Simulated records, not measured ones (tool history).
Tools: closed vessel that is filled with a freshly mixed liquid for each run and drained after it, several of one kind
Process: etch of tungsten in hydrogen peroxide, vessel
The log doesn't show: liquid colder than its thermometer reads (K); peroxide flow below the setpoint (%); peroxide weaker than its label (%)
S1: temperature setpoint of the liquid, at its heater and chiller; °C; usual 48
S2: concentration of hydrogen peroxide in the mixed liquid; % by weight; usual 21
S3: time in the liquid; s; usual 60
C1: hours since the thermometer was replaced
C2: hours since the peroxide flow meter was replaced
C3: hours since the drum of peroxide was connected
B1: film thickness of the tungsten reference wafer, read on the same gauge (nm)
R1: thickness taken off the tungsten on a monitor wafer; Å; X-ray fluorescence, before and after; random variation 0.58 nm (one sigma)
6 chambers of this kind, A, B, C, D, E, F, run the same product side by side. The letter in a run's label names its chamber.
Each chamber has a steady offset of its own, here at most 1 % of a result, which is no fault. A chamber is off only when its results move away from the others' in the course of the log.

run,hour,S1,S2,S3,C1,C2,C3,B1,R1
# hour 2.4: chamber C: new drum of peroxide connected
# hour 9.5: chamber A: thermometer replaced
1F,11.7,48,21,60,454.4,484.2,741.8,130.03,615.71
2E,21,48,21,60,157.3,1499.1,1059.5,129.99,605.37
3B,30.3,48,21,60,1410.8,855.6,447.8,130.01,609.99
4C,39.9,48,21,60,765.6,588.1,37.5,130,613.99
5D,51,48,21,60,1274.6,130.6,458.6,129.99,604.33
6A,57.8,56,21,30,48.3,668,792.5,129.98,497.5
7A,67.5,56,21,30,58,677.7,802.2,129.99,497.78
8D,75.3,56,21,30,1298.9,154.9,482.9,129.96,497.03
9E,83.5,56,21,30,219.8,1561.6,1122,129.98,500.96
10C,93.7,56,21,30,819.4,641.9,91.3,129.97,501.56
# hour 98.2: chamber A: peroxide flow meter replaced
11F,106.6,56,21,30,549.3,579.1,836.7,130.01,478.71
12B,117,48,21,60,1497.5,942.3,534.5,130.01,605.78
13C,123.7,48,21,60,849.4,671.9,121.3,129.98,606.3
14D,132.5,48,21,60,1356.1,212.1,540.1,129.98,606.29
15F,141.8,48,21,60,584.5,614.3,871.9,129.99,583.4
16B,149.9,48,21,60,1530.4,975.2,567.4,130.02,614.81
17A,158.3,48,21,60,148.8,60.1,893,129.99,599.55
18E,167.8,48,21,60,304.1,1645.9,1206.3,129.98,601.8
19A,175.5,48,21,60,166,77.3,910.2,130,612.94
20E,185.4,48,21,60,321.7,1663.5,1223.9,130,609.33
21B,193.8,48,21,60,1574.3,1019.1,611.3,129.98,620.06
22C,201.8,48,21,60,927.5,750,199.4,129.99,606.77
23D,210.2,48,21,60,1433.8,289.8,617.8,129.98,615.08
24F,217.6,48,21,60,660.3,690.1,947.7,130.02,552.67
25F,229.3,48,15,85,672,701.8,959.4,130.01,665.37
26C,235.3,48,15,85,961,783.5,232.9,129.97,735.84
# hour 246.5: chamber F: new drum of peroxide connected
27B,247,48,15,85,1627.5,1072.3,664.5,129.97,726.48
# hour 255.9: chamber B: peroxide flow meter replaced
28D,258.9,48,15,85,1482.5,338.5,666.5,130,727.32
# hour 262.2: chamber E: peroxide flow meter replaced
29E,268.1,48,15,85,404.4,5.9,1306.6,130,746.14
30A,274.7,48,15,85,265.2,176.5,1009.4,129.99,729.32
31D,283.9,48,24,60,1507.5,363.5,691.5,129.97,640.85
32B,294.6,48,24,60,1675.1,38.8,712.1,129.98,666.77
33C,301.7,48,24,60,1027.4,849.9,299.3,129.98,663.14
34F,309.6,48,24,60,752.3,782.1,63.1,130,573.77
# hour 315.3: chamber D: thermometer replaced
35E,318.3,48,24,60,454.6,56.1,1356.8,130.04,653.45
36A,325.1,48,24,60,315.6,226.9,1059.8,130,650.92
37D,334.4,48,21,60,19.2,414,742,130.03,600.75

Next, every chamber runs the same settings. What will each give?
38A,343.7,57,21,60,,,,,?
38B,343.7,57,21,60,,,,,?
38C,343.7,57,21,60,,,,,?
38D,343.7,57,21,60,,,,,?
38E,343.7,57,21,60,,,,,?
38F,343.7,57,21,60,,,,,?

run,R1
38A,1035.3
38B,1063.1
38C,1051.7
38D,1053.5
38E,1056.8
38F,913.9
